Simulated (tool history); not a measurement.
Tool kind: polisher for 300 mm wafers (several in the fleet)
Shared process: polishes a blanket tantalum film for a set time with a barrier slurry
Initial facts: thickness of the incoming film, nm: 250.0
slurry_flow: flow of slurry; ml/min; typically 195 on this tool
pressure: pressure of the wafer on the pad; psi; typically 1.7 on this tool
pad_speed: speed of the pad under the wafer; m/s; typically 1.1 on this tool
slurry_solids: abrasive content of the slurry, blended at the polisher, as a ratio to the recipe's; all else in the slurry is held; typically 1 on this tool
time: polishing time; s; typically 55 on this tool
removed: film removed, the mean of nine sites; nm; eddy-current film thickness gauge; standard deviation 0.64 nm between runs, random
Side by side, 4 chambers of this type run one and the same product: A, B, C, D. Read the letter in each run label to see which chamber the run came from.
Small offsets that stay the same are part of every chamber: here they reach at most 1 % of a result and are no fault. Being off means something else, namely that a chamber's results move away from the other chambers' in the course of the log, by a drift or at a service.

| run | hour | slurry_flow | pressure | pad_speed | slurry_solids | time | wafers polished on this pad | hours since the slurry nozzle was cleaned | hours since the head pressure was calibrated | hours since the slurry blender was calibrated | removed |
|---|---|---|---|---|---|---|---|---|---|---|---|
|  | 3.2 | chamber D: worn pad replaced by a new one |
| 1A | 5.6 | 195 | 1.7 | 1.1 | 1 | 55 | 92 | 31.8 | 1042.2 | 144.3 | 97.87 |
|  | 8.2 | chamber B: slurry blender recalibrated |
| 2D | 13.1 | 195 | 1.7 | 1.1 | 1 | 55 | 135 | 660.7 | 873.1 | 165.7 | 96.24 |
| 3C | 20.5 | 195 | 1.7 | 1.1 | 1 | 55 | 733 | 23.1 | 1002.3 | 49.1 | 98.747 |
|  | 24.5 | chamber B: worn pad replaced by a new one |
| 4B | 26.4 | 195 | 1.7 | 1.1 | 1 | 55 | 26 | 88.4 | 377.8 | 18.2 | 97.355 |
| 5D | 33.9 | 195 | 1.7 | 1.1 | 1 | 55 | 418 | 681.5 | 893.9 | 186.5 | 97.464 |
| 6B | 37.5 | 195 | 1.7 | 1.1 | 1 | 55 | 177 | 99.5 | 388.9 | 29.3 | 98.116 |
| 7C | 43.8 | 195 | 1.7 | 1.1 | 1 | 55 | 1050 | 46.4 | 1025.6 | 72.4 | 98.023 |
| 8A | 51.6 | 195 | 1.7 | 1.1 | 1 | 55 | 718 | 77.8 | 1088.2 | 190.3 | 96.981 |
|  | 52.4 | chamber D: worn pad replaced by a new one |
| 9C | 59.1 | 195 | 1.7 | 1.1 | 1 | 55 | 1258 | 61.7 | 1040.9 | 87.7 | 97.417 |
|  | 60 | chamber C: worn pad replaced by a new one |
|  | 66.9 | chamber A: slurry blender recalibrated |
| 10B | 66.9 | 195 | 1.7 | 1.1 | 1 | 55 | 577 | 128.9 | 418.3 | 58.7 | 97.138 |
|  | 67.8 | chamber C: head pressure recalibrated |
|  | 68.4 | chamber A: worn pad replaced by a new one |
| 11D | 74.7 | 195 | 1.7 | 1.1 | 1 | 55 | 303 | 722.3 | 934.7 | 227.3 | 96.105 |
|  | 78 | chamber B: worn pad replaced by a new one |
| 12A | 78.3 | 195 | 1.7 | 1.1 | 1 | 55 | 135 | 104.5 | 1114.9 | 11.5 | 97.214 |
| 13A | 84.3 | 195 | 1.7 | 1.1 | 1 | 55 | 217 | 110.5 | 1120.9 | 17.5 | 98.585 |
| 14B | 88.3 | 195 | 1.7 | 1.1 | 1 | 55 | 140 | 150.3 | 439.7 | 80.1 | 97.096 |
| 15D | 93.8 | 195 | 1.3 | 0.72 | 1 | 55 | 563 | 741.4 | 953.8 | 246.4 | 48.753 |
|  | 96.4 | chamber D: worn pad replaced by a new one |
| 16C | 97.8 | 195 | 1.3 | 0.72 | 1 | 55 | 514 | 100.4 | 30.1 | 126.4 | 52.272 |
| 17C | 105 | 195 | 1.3 | 0.72 | 1 | 55 | 612 | 107.6 | 37.3 | 133.6 | 51.944 |
|  | 110.3 | chamber B: slurry blender recalibrated |
| 18A | 111.7 | 195 | 1.3 | 0.72 | 1 | 55 | 589 | 137.9 | 1148.3 | 44.9 | 48.201 |
| 19D | 116.5 | 195 | 1.7 | 1.1 | 1 | 55 | 273 | 764.1 | 976.5 | 269.1 | 96.903 |
| 20B | 122.6 | 195 | 1.7 | 1.1 | 1 | 55 | 607 | 184.6 | 474 | 12.3 | 96.179 |
|  | 122.9 | chamber B: worn pad replaced by a new one |
| 21A | 130.4 | 195 | 1.7 | 1.1 | 1 | 55 | 844 | 156.6 | 1167 | 63.6 | 97.332 |
| 22D | 134 | 195 | 1.7 | 1.1 | 1 | 55 | 511 | 781.6 | 994 | 286.6 | 96.185 |
| 23C | 141.1 | 195 | 1.7 | 1.1 | 1 | 55 | 1103 | 143.7 | 73.4 | 169.7 | 105.91 |
| 24B | 145.4 | 135 | 1.7 | 1.1 | 1 | 55 | 306 | 207.4 | 496.8 | 35.1 | 91.407 |

Is one chamber out of step, is the gauge drifting, or do the chambers differ by no more than their own small offsets? For an off chamber, give its letter and the likeliest cause.

The work done on chamber C during a service left it standing apart from the others.
Cause: head's pressure above its setpoint, % = 8.81.

Below are 4 candidate recipes for chamber C's next run, each the usual settings with a change, their results shown as question marks. Which of them brings C's results back in line with what the other chambers give on the usual settings?
Counts as in line when no further than this from what the other chambers average on the usual settings: removed 2.2 nm
| 25C-1 | 151.1 | 195 | 1.7 | 1.16 | 1 | 57 |  |  |  |  | ? |
| 25C-2 | 151.1 | 195 | 1.7 | 1.08 | 1 | 54 |  |  |  |  | ? |
| 25C-3 | 151.1 | 195 | 1.7 | 1.12 | 1 | 56 |  |  |  |  | ? |
| 25C-4 | 151.1 | 115 | 1.7 | 1.1 | 1 | 55 |  |  |  |  | ? |

Usual-settings mean across the other chambers: removed 97.157 nm
| run | removed |
|---|---|
| 25C-1 | 116.33 |
| 25C-2 | 102.5 |
| 25C-3 | 110.3 |
| 25C-4 | 96.808 |
With 25C-4, the chamber falls back in line with the rest.
